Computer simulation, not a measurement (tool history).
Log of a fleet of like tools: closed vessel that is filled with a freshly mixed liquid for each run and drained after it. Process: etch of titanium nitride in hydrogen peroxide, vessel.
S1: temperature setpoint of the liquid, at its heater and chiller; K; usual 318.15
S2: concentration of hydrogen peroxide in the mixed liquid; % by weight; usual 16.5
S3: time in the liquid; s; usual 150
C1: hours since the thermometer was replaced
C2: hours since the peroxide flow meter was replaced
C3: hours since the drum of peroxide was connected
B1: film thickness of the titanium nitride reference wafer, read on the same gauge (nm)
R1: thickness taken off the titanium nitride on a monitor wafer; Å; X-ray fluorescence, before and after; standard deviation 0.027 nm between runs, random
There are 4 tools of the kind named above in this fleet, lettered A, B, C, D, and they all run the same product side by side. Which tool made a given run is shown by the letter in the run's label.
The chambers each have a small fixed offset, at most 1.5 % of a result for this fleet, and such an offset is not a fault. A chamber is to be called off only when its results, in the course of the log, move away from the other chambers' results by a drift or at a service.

run	hour	S1	S2	S3	C1	C2	C3	B1	R1
1D	10.9	318.15	16.5	150	759.8	1491.1	474.8	149.96	42.140
2A	17.4	318.15	16.5	150	674.4	221.3	482.0	150.02	41.214
3C	28.0	318.15	16.5	150	483.6	185.1	42.2	150.02	40.679
4B	38.1	318.15	16.5	150	1771.7	1187.5	862.7	150.00	40.478
5D	44.0	318.15	16.5	150	792.9	1524.2	507.9	149.99	41.793
6B	49.5	318.15	16.5	150	1783.1	1198.9	874.1	149.96	40.568
7C	59.8	318.15	16.5	150	515.4	216.9	74.0	149.98	40.792
8A	69.8	318.15	16.5	150	726.8	273.7	534.4	150.01	41.149
9D	80.8	323.65	16.5	150	829.7	1561.0	544.7	149.97	61.850
10A	91.5	323.65	16.5	150	748.5	295.4	556.1	150.01	62.308
11B	101.7	323.65	16.5	150	1835.3	1251.1	926.3	150.01	60.552
12C	108.6	323.65	16.5	150	564.2	265.7	122.8	149.95	60.906
13A	116.8	318.15	16.5	150	773.8	320.7	581.4	149.99	40.951
14D	124.8	318.15	16.5	150	873.7	1605.0	588.7	149.98	41.707
15B	131.3	318.15	16.5	150	1864.9	1280.7	955.9	149.99	40.989
16C	137.6	318.15	16.5	150	593.2	294.7	151.8	150.00	41.352
17A	148.2	318.15	16.5	150	805.2	352.1	612.8	149.99	41.585
18B	156.6	318.15	16.5	150	1890.2	1306.0	981.2	149.98	40.257
19D	162.3	318.15	16.5	150	911.2	1642.5	626.2	150.05	41.778
20C	171.8	318.15	16.5	150	627.4	328.9	186.0	149.98	41.810
21D	177.8	318.15	16.5	150	926.7	1658.0	641.7	149.96	41.800
22A	187.5	318.15	14.0	150	844.5	391.4	652.1	149.97	40.400
23B	194.5	318.15	14.0	150	1928.1	1343.9	1019.1	150.02	38.791
24C	202.5	318.15	14.0	150	658.1	359.6	216.7	149.98	41.121
25A	210.6	318.15	14.0	150	867.6	414.5	675.2	150.02	40.002
26C	220.0	318.15	16.5	150	675.6	377.1	234.2	149.99	43.281
27B	228.6	318.15	16.5	150	1962.2	1378.0	1053.2	150.03	40.943
28D	235.8	318.15	16.5	150	984.7	1716.0	699.7	149.96	41.089
29B	243.1	318.15	16.5	150	1976.7	1392.5	1067.7	149.99	41.033
30A	255.3	318.15	16.5	150	912.3	459.2	719.9	150.02	41.238

What goes on in this fleet: one chamber off, a drifting gauge, or nothing beyond the chambers' own small offsets? Name the chamber and the cause, if any.

Chamber C drifts away from the others.
Cause: liquid hotter than its thermometer reads (K) = 0.966.

Which of the 4 candidates below, each the usual settings with something changed and its results left as question marks, puts chamber C back in line with what the other chambers give on the usual settings?
In-line tolerance around the mean of the other chambers on the usual settings: R1 0.960 Å
31C-1	264.5	318.15	12.0	150					?
31C-2	264.5	318.15	17.5	150					?
31C-3	264.5	318.15	21.0	150					?
31C-4	264.5	318.15	15.5	150					?

The other chambers' mean on the usual settings: R1 41.155 Å
run	R1
31C-1	40.843
31C-2	44.183
31C-3	45.926
31C-4	43.072
31C-1 puts the chamber back in line with the other chambers.
